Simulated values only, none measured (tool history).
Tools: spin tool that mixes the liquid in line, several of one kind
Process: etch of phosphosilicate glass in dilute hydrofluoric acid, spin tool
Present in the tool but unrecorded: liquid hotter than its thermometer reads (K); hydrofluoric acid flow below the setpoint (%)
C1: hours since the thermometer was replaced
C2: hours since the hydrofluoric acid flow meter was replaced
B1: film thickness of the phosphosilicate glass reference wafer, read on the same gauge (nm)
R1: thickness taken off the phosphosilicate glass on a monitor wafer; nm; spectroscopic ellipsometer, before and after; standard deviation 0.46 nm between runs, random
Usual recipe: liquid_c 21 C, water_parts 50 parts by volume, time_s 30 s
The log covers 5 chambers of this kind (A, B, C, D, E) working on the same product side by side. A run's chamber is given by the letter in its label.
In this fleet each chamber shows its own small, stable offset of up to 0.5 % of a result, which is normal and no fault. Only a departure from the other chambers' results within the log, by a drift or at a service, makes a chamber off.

Run 1E, day 0.342: usual settings; C1 2977.2; C2 13.6; B1 30.03. Result: R1 63.613 nm.
Run 2A, day 0.638: usual settings; C1 1570.3; C2 413.5; B1 29.996. Result: R1 62.725 nm.
At day 0.708: chamber B: hydrofluoric acid flow meter replaced.
Run 3D, day 1.158: usual settings; C1 1713.8; C2 587.1; B1 30.04. Result: R1 62.341 nm.
At day 1.4: chamber A: hydrofluoric acid flow meter replaced.
Run 4B, day 1.508: usual settings; C1 2080.7; C2 19.3; B1 30.006. Result: R1 63.488 nm.
Run 5C, day 1.812: usual settings; C1 863.9; C2 303.4; B1 30.011. Result: R1 62.291 nm.
Run 6A, day 2.104: usual settings; C1 1605.5; C2 16.9; B1 29.992. Result: R1 63.826 nm.
Run 7D, day 2.362: usual settings; C1 1742.7; C2 616; B1 30.008. Result: R1 62.198 nm.
Run 8C, day 2.783: usual settings; C1 887.2; C2 326.7; B1 30.006. Result: R1 62.389 nm.
Run 9B, day 3.358: usual settings; C1 2125.1; C2 63.7; B1 30.014. Result: R1 62.533 nm.
Run 10E, day 3.938: usual settings; C1 3063.5; C2 99.9; B1 30.003. Result: R1 63.515 nm.
Run 11A, day 4.396: usual settings; C1 1660.5; C2 71.9; B1 30.006. Result: R1 62.662 nm.
Run 12B, day 4.688: usual settings; C1 2157; C2 95.6; B1 29.994. Result: R1 63.276 nm.
At day 4.862: chamber E: thermometer replaced.
Run 13E, day 5.071: usual settings; C1 5; C2 127.1; B1 30.017. Result: R1 61.383 nm.
At day 5.321: chamber C: hydrofluoric acid flow meter replaced.
Run 14C, day 5.562: usual settings; C1 953.9; C2 5.8; B1 30.004. Result: R1 63.035 nm.
Run 15D, day 5.979: usual settings; C1 1829.5; C2 702.8; B1 30. Result: R1 62.362 nm.
Run 16C, day 6.446: usual settings but liquid_c 26 C, time_s 45 s; C1 975.1; C2 27; B1 29.998. Result: R1 117.37 nm.
At day 6.817: chamber D: hydrofluoric acid flow meter replaced.
Run 17B, day 6.846: usual settings but liquid_c 26 C, time_s 45 s; C1 2208.8; C2 147.4; B1 29.98. Result: R1 115.61 nm.
Run 18E, day 7.362: usual settings but liquid_c 26 C, time_s 45 s; C1 60; C2 182.1; B1 30.002. Result: R1 114.29 nm.
Run 19A, day 7.9: usual settings but liquid_c 26 C, time_s 45 s; C1 1744.6; C2 156; B1 30.024. Result: R1 115.91 nm.
Run 20D, day 8.275: usual settings but liquid_c 26 C, time_s 45 s; C1 1884.6; C2 35; B1 29.99. Result: R1 115.04 nm.
Run 21B, day 8.758: usual settings; C1 2254.7; C2 193.3; B1 30.001. Result: R1 62.079 nm.
Run 22D, day 9.3: usual settings; C1 1909.2; C2 59.6; B1 30.002. Result: R1 62.989 nm.
Run 23E, day 9.625: usual settings; C1 114.3; C2 236.4; B1 29.988. Result: R1 62.351 nm.
Run 24C, day 10.108: usual settings; C1 1063; C2 114.9; B1 30.025. Result: R1 64.391 nm.
Run 25A, day 10.6: usual settings but liquid_c 17.5 C, water_parts 75 parts by volume; C1 1809.4; C2 220.8; B1 29.975. Result: R1 34.989 nm.
Run 26D, day 11.146: usual settings but liquid_c 17.5 C, water_parts 75 parts by volume; C1 1953.5; C2 103.9; B1 30.003. Result: R1 35.188 nm.
Run 27E, day 11.433: usual settings but liquid_c 17.5 C, water_parts 75 parts by volume; C1 157.7; C2 279.8; B1 30.021. Result: R1 34.709 nm.
Run 28C, day 11.862: usual settings but liquid_c 17.5 C, water_parts 75 parts by volume; C1 1105.1; C2 157; B1 29.988. Result: R1 35.817 nm.
Run 29B, day 12.354: usual settings but liquid_c 17.5 C, water_parts 75 parts by volume; C1 2341; C2 279.6; B1 29.983. Result: R1 35.112 nm.
Run 30A, day 12.675: usual settings; C1 1859.2; C2 270.6; B1 30.005. Result: R1 62.543 nm.
Run 31B, day 13.221: usual settings but liquid_c 18 C, water_parts 25 parts by volume; C1 2361.8; C2 300.4; B1 29.999. Result: R1 113.35 nm.
Run 32D, day 13.746: usual settings but liquid_c 18 C, water_parts 25 parts by volume; C1 2015.9; C2 166.3; B1 29.985. Result: R1 113.66 nm.
Run 33C, day 14.062: usual settings but liquid_c 18 C, water_parts 25 parts by volume; C1 1157.9; C2 209.8; B1 29.983. Result: R1 118.54 nm.
Run 34A, day 14.629: usual settings but liquid_c 18 C, water_parts 25 parts by volume; C1 1906.1; C2 317.5; B1 30.017. Result: R1 114.87 nm.
Run 35E, day 15.083: usual settings but liquid_c 18 C, water_parts 25 parts by volume; C1 245.3; C2 367.4; B1 30.009. Result: R1 115.72 nm.
Run 36D, day 15.642: usual settings; C1 2061.4; C2 211.8; B1 30.016. Result: R1 62.759 nm.
Run 37C, day 16.183: usual settings; C1 1208.8; C2 260.7; B1 30.013. Result: R1 64.825 nm.
Run 38E, day 16.662: usual settings; C1 283.2; C2 405.3; B1 30. Result: R1 62.539 nm.
Run 39B, day 17.038: usual settings but liquid_c 17.5 C; C1 2453.4; C2 392; B1 30.013. Result: R1 54.181 nm.
Run 40A, day 17.504: usual settings but liquid_c 17.5 C; C1 1975.1; C2 386.5; B1 30.001. Result: R1 54.265 nm.
Run 41E, day 17.833: usual settings but liquid_c 17.5 C; C1 311.3; C2 433.4; B1 29.987. Result: R1 53.882 nm.

Read the log: is a single chamber off, either drifting away or since a service, is the gauge that measures every chamber drifting, or is nothing wrong beyond small per-chamber offsets? Name any odd chamber and what most likely caused it.

One chamber, C, drifts off from the rest bit by bit.
What lies behind it: liquid hotter than its thermometer reads (K) = 1.04.

Chamber C could run next with any of the 4 candidate recipes listed below; each alters the usual settings, and their results appear as question marks. Which one brings its results back in line with what the other chambers deliver on the usual settings?
Maximum distance from the other chambers' mean on the usual settings for a result to count as in line: R1 1.6 nm
Run 42C-1, day 18.25: usual settings but liquid_c 23 C. Result: R1 ?.
Run 42C-2, day 18.25: usual settings but liquid_c 22 C. Result: R1 ?.
Run 42C-3, day 18.25: usual settings but liquid_c 20 C. Result: R1 ?.
Run 42C-4, day 18.25: usual settings but liquid_c 19 C. Result: R1 ?.

What the other chambers average on the usual settings: R1 62.744 nm
  run      R1
42C-1  71.092
42C-2  68.188
42C-3  62.642
42C-4  60.022
The right change is 42C-3: it brings the chamber back within the allowed miss of the others.
